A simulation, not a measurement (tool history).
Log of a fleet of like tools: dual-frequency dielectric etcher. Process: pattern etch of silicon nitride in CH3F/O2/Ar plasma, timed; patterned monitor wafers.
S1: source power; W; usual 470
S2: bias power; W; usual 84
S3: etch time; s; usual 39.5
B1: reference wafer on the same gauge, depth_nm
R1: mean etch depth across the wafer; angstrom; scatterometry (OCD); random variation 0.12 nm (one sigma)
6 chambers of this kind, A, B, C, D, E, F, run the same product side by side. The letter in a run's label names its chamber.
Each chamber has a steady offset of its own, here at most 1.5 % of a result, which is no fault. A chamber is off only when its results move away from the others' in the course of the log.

run 1C hour=6.3 | S1=470 S2=84 S3=39.5 | B1=26.592 | R1=308.32
run 2E hour=11.4 | S1=470 S2=84 S3=39.5 | B1=26.585 | R1=306.78
run 3A hour=14.9 | S1=470 S2=84 S3=39.5 | B1=26.625 | R1=313.4
run 4D hour=18.7 | S1=470 S2=84 S3=39.5 | B1=26.585 | R1=312.24
run 5F hour=22 | S1=470 S2=84 S3=39.5 | B1=26.61 | R1=307.85
-- hour=24 chamber E: wet clean of the chamber
run 6B hour=26.8 | S1=470 S2=84 S3=39.5 | B1=26.596 | R1=304.67
run 7E hour=34.1 | S1=470 S2=84 S3=39.5 | B1=26.617 | R1=306.42
run 8A hour=38.9 | S1=470 S2=84 S3=39.5 | B1=26.617 | R1=313.28
run 9B hour=44.6 | S1=470 S2=84 S3=39.5 | B1=26.585 | R1=304.05
run 10C hour=47.8 | S1=470 S2=84 S3=39.5 | B1=26.617 | R1=307.62
run 11D hour=51.1 | S1=400 S2=84 S3=34.5 | B1=26.608 | R1=254.73
run 12F hour=57.5 | S1=400 S2=84 S3=34.5 | B1=26.596 | R1=254.33
run 13A hour=63.2 | S1=400 S2=84 S3=34.5 | B1=26.603 | R1=256.44
run 14D hour=67.1 | S1=400 S2=84 S3=34.5 | B1=26.576 | R1=255.06
run 15F hour=74.4 | S1=400 S2=84 S3=34.5 | B1=26.605 | R1=253.88
run 16C hour=79.7 | S1=400 S2=84 S3=34.5 | B1=26.594 | R1=254.08
run 17B hour=83.3 | S1=470 S2=84 S3=39.5 | B1=26.582 | R1=306.81
run 18E hour=90.8 | S1=470 S2=84 S3=39.5 | B1=26.603 | R1=308.06
run 19C hour=97.1 | S1=470 S2=84 S3=39.5 | B1=26.608 | R1=306.88
-- hour=103.9 chamber D: source power generator calibrated
run 20A hour=104.3 | S1=470 S2=84 S3=39.5 | B1=26.614 | R1=309.93
run 21E hour=109.9 | S1=470 S2=84 S3=39.5 | B1=26.599 | R1=307.23
run 22B hour=117 | S1=470 S2=84 S3=39.5 | B1=26.601 | R1=306.49
run 23F hour=121.8 | S1=470 S2=84 S3=39.5 | B1=26.616 | R1=306.09
run 24D hour=125.3 | S1=470 S2=84 S3=39.5 | B1=26.574 | R1=308.14
run 25A hour=129.3 | S1=470 S2=84 S3=39.5 | B1=26.597 | R1=310.08
run 26F hour=132.7 | S1=470 S2=84 S3=34.5 | B1=26.579 | R1=270.67
run 27B hour=139.6 | S1=470 S2=84 S3=34.5 | B1=26.612 | R1=270.18
-- hour=140.7 chamber D: wet clean of the chamber
run 28D hour=145.8 | S1=470 S2=84 S3=34.5 | B1=26.643 | R1=269.99
run 29E hour=149.4 | S1=470 S2=84 S3=34.5 | B1=26.599 | R1=268.27
run 30C hour=153.3 | S1=470 S2=84 S3=34.5 | B1=26.613 | R1=268.17
run 31C hour=160.4 | S1=470 S2=84 S3=34.5 | B1=26.595 | R1=267.43
run 32F hour=164.9 | S1=470 S2=84 S3=39.5 | B1=26.601 | R1=308.87
run 33E hour=169.2 | S1=420 S2=84 S3=43.5 | B1=26.616 | R1=323.23
run 34A hour=176.5 | S1=420 S2=84 S3=43.5 | B1=26.578 | R1=321.59
run 35D hour=182.4 | S1=420 S2=84 S3=43.5 | B1=26.616 | R1=323.9
run 36B hour=188.2 | S1=420 S2=84 S3=43.5 | B1=26.603 | R1=323.23
run 37E hour=192.5 | S1=420 S2=84 S3=43.5 | B1=26.609 | R1=322.84
run 38D hour=198.3 | S1=420 S2=84 S3=43.5 | B1=26.576 | R1=326.89
run 39C hour=202.3 | S1=470 S2=102 S3=43 | B1=26.595 | R1=358.08
run 40F hour=205.9 | S1=470 S2=102 S3=43 | B1=26.582 | R1=362.94
run 41B hour=210 | S1=470 S2=102 S3=43 | B1=26.587 | R1=357.74
run 42A hour=216.4 | S1=470 S2=102 S3=43 | B1=26.607 | R1=346.95
run 43A hour=222.6 | S1=470 S2=102 S3=43 | B1=26.603 | R1=348.06

What goes on in this fleet: one chamber off, a drifting gauge, or nothing beyond the chambers' own small offsets? Name the chamber and the cause, if any.

Chamber A drifts away from the others.
Cause: etch rate under this chamber's usual, % = 5.34.

Here are 4 candidates for chamber A's next run, each the usual settings with a change, their results left as question marks. Which one brings its results back in line with what the others give on the usual settings?
In line means no further than this from the other chambers' mean on the usual settings: R1 4.1 angstrom
run 44A-1 hour=228 | S1=470 S2=76 S3=39.5 | R1=?
run 44A-2 hour=228 | S1=480 S2=85 S3=41.5 | R1=?
run 44A-3 hour=228 | S1=470 S2=69 S3=39.5 | R1=?
run 44A-4 hour=228 | S1=470 S2=84 S3=41 | R1=?

The other chambers' mean on the usual settings: R1 307.63 angstrom
run=44A-1 R1=286.41
run=44A-2 R1=315.45
run=44A-3 R1=277.04
run=44A-4 R1=307.92
44A-4 brings the chamber back in line.
